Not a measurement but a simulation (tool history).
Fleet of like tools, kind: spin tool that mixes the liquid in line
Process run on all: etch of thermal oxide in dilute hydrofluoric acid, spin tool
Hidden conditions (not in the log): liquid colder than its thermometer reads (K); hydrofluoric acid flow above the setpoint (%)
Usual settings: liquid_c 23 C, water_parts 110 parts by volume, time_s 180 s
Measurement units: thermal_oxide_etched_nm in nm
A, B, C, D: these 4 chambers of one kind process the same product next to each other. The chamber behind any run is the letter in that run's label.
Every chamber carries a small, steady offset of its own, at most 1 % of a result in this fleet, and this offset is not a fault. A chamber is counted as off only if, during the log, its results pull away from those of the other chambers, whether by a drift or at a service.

run	hour	liquid_c	water_parts	time_s	hours since the thermometer was replaced	hours since the hydrofluoric acid flow meter was replaced	read-back film thickness of the thermal oxide reference wafer, read on the same gauge (nm)	thermal_oxide_etched_nm
1B	7.8	23	110	180	853.7	678.1	120.04	7.3908
2A	21.3	23	110	180	217.2	1142.0	119.99	7.4488
3D	29.9	23	110	180	1165.6	802.2	120.01	7.3383
4C	36.6	23	110	180	251.2	36.6	120.01	7.4360
5B	45.9	23	110	180	891.8	716.2	119.97	7.4648
6A	55.2	23	70	225	251.1	1175.9	120.01	15.3380
7D	66.6	23	70	225	1202.3	838.9	120.03	15.3850
8C	80.5	23	70	225	295.1	80.5	119.99	15.4310
9D	94.7	23	70	225	1230.4	867.0	119.99	15.3250
10C	109.3	23	110	180	323.9	109.3	120.04	7.4717
11A	119.3	23	110	180	315.2	1240.0	120.01	7.4998
12B	128.8	23	110	180	974.7	799.1	120.00	7.4623
13C	138.6	23	110	180	353.2	138.6	119.97	7.4158
14A	152.9	23	110	180	348.8	1273.6	120.02	7.4078
15B	167.2	23	110	180	1013.1	837.5	120.03	7.4266
16D	178.0	23	110	180	1313.7	950.3	120.04	7.3374
# hour 178.3: chamber B: hydrofluoric acid flow meter replaced
17C	187.4	23	110	180	402.0	187.4	119.99	7.4994
# hour 192.6: chamber A: hydrofluoric acid flow meter replaced
18B	200.5	23	110	180	1046.4	22.3	119.96	7.4447
19D	215.2	23	110	180	1350.9	987.5	120.04	7.4075
20A	225.6	23	110	180	421.5	33.1	120.00	7.4216
21C	235.9	23	110	180	450.5	235.9	120.02	7.3412
22A	248.7	23	110	180	444.6	56.2	120.01	7.4629
23B	261.6	23	110	180	1107.5	83.4	119.98	7.4058
24D	273.7	23	110	120	1409.4	1046.0	120.00	4.9642
25B	281.0	23	110	120	1126.9	102.8	120.00	4.9345
26D	295.4	23	110	120	1431.1	1067.7	120.01	4.9193
27C	308.0	23	110	120	522.6	308.0	119.98	4.9252
28A	315.7	23	110	180	511.6	123.2	120.02	7.4433
29C	322.0	23	110	180	536.6	322.0	119.99	7.4180
30D	331.5	23	65	180	1467.2	1103.8	119.99	13.3100
31B	343.9	23	65	180	1189.8	165.7	120.00	13.3150
32A	353.8	23	65	180	549.7	161.3	119.99	13.2400
33B	363.0	23	65	180	1208.9	184.8	120.00	13.3800
34C	370.2	23	110	180	584.8	370.2	120.00	7.4197
35D	382.4	23	110	180	1518.1	1154.7	119.99	7.3831
36A	396.6	23	160	225	592.5	204.1	120.00	6.0450
37B	409.0	23	160	225	1254.9	230.8	119.99	6.0302
38A	416.7	23	160	225	612.6	224.2	119.97	6.0251
39C	427.2	23	160	225	641.8	427.2	120.03	5.9910
40D	438.6	23	110	180	1574.3	1210.9	120.00	7.3859
41B	452.6	23	110	180	1298.5	274.4	120.05	7.4582

Has any chamber moved away from the others, gradually or after a service, or does the common gauge drift, or do the chambers differ only by their own small steady offsets? State the chamber and the most likely cause if one applies.

No chamber is off and the gauge is stable; the differences are just each chamber's small, constant offset.

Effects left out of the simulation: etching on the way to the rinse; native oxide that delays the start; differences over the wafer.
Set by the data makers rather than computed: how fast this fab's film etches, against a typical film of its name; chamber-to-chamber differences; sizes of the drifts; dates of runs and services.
